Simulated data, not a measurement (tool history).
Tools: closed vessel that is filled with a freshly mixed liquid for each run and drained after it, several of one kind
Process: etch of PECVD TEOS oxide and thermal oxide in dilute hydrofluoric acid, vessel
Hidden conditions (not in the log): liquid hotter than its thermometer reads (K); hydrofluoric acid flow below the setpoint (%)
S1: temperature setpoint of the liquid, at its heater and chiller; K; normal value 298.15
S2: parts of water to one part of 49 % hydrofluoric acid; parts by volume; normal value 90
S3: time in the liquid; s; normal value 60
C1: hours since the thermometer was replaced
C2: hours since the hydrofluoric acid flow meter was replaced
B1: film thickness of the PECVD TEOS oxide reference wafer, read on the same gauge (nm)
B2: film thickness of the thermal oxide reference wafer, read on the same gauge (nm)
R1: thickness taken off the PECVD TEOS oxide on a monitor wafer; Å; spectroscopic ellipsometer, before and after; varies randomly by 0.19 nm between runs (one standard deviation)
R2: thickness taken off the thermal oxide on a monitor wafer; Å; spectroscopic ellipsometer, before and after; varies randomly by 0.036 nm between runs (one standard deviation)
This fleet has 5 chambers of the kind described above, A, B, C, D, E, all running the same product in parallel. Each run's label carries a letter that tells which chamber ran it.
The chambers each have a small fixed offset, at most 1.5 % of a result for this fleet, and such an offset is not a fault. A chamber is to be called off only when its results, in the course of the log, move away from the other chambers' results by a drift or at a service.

run	hour	S1	S2	S3	C1	C2	B1	B2	R1	R2
1A	5.4	298.15	90	60	1417.3	802.7	49.997	110.01	201.84	31.86
2E	12.9	298.15	90	60	202.3	548.4	50	110	197.3	32.311
3D	20.7	298.15	90	60	495.6	883.5	49.994	109.99	195.48	31.922
4C	28.6	298.15	90	60	1843.1	448.6	49.998	110.01	195.37	31.773
5B	34.2	298.15	90	60	2224.9	225.2	50.011	110.02	196.04	33.026
6A	38.4	298.15	90	60	1450.3	835.7	49.967	109.95	196.6	31.79
# hour 41.1: chamber A: thermometer replaced
7D	43.9	298.15	70	60	518.8	906.7	49.953	110	259.86	43.708
# hour 50.1: chamber B: thermometer replaced
8C	50.6	298.15	70	60	1865.1	470.6	49.997	110	254.79	41.594
9E	55.1	298.15	70	60	244.5	590.6	50.003	109.98	256.71	43.935
10B	60.8	298.15	70	60	10.8	251.8	50.003	109.97	258.36	43.172
11C	67.9	298.15	70	60	1882.4	487.9	49.997	109.98	250.85	43.285
12B	75.8	298.15	90	60	25.8	266.8	50.006	109.99	194.92	32.877
13A	80	298.15	90	60	38.9	877.3	50	110.05	196.77	32.787
14E	87.8	298.15	90	75	277.2	623.3	50.01	109.97	246.69	40.827
15D	94.4	298.15	90	75	569.3	957.2	50.021	109.99	241.37	40.777
16B	98.7	298.15	90	75	48.7	289.7	49.981	110	242.77	40.252
17D	105.1	298.15	90	75	580	967.9	50.006	109.99	242.94	41.198
18E	111	298.15	90	75	300.4	646.5	49.986	110	247.31	40.72
19C	116.5	298.15	90	60	1931	536.5	49.996	110.03	191.02	33.072
20A	122.6	298.15	90	60	81.5	919.9	50.02	110.02	198.2	32.391
21E	129.1	298.15	90	60	318.5	664.6	50.002	110.02	195.4	32.415
22A	133	298.15	90	60	91.9	930.3	50.01	109.98	194.16	32.243
23B	138.6	298.15	90	60	88.6	329.6	49.997	110.02	196.11	32.117
24D	143.3	298.15	70	60	618.2	1006.1	50.017	110.06	261.42	43.776
25C	147.4	298.15	70	60	1961.9	567.4	50.009	110.03	253.67	42.58
26B	154.9	298.15	70	60	104.9	345.9	50.03	109.95	255.08	42.384
27C	161.8	298.15	70	60	1976.3	581.8	49.987	109.95	254.92	42.817
# hour 167.7: chamber C: hydrofluoric acid flow meter replaced
28A	167.8	298.15	70	60	126.7	965.1	50.006	110.03	259.42	42.703
29D	171.8	295.15	55	60	646.7	1034.6	49.985	110.02	302.69	50.352
30E	178.9	295.15	55	60	368.3	714.4	49.989	109.98	291.99	49.145
31C	184.8	295.15	55	60	1999.3	17.2	50.032	110.02	284.56	48.368
32D	190.8	295.15	55	60	665.7	1053.6	50.014	109.97	298.79	50.216
33A	197.8	295.15	55	60	156.7	995.1	49.973	110	299.15	49.739
34B	204.2	298.15	90	60	154.2	395.2	49.997	110.04	191.67	32.273
35E	211.9	294.65	90	60	401.3	747.4	50.003	109.98	170.24	28.009
36C	219.2	294.65	90	60	2033.7	51.6	49.962	110.01	166.42	27.619
37D	223.3	294.65	90	60	698.2	1086.1	49.994	109.97	169.77	28.502
38E	230.2	294.65	90	60	419.6	765.7	50.004	109.94	169.66	28.314
39B	233.8	294.65	90	60	183.8	424.8	49.969	109.97	168.86	28.001
40A	240.7	298.15	90	60	199.6	1038	50.001	110.02	193.55	32.436

For the next run the whole fleet of 5 chambers uses the same settings. Give each chamber's results:
41A	246.4	298.15	90	60					?	?
41B	246.4	298.15	90	60					?	?
41C	246.4	298.15	90	60					?	?
41D	246.4	298.15	90	60					?	?
41E	246.4	298.15	90	60					?	?

run	R1	R2
41A	197.93	32.816
41B	197.01	32.135
41C	192.76	32.396
41D	194.27	33.174
41E	195.04	32.517
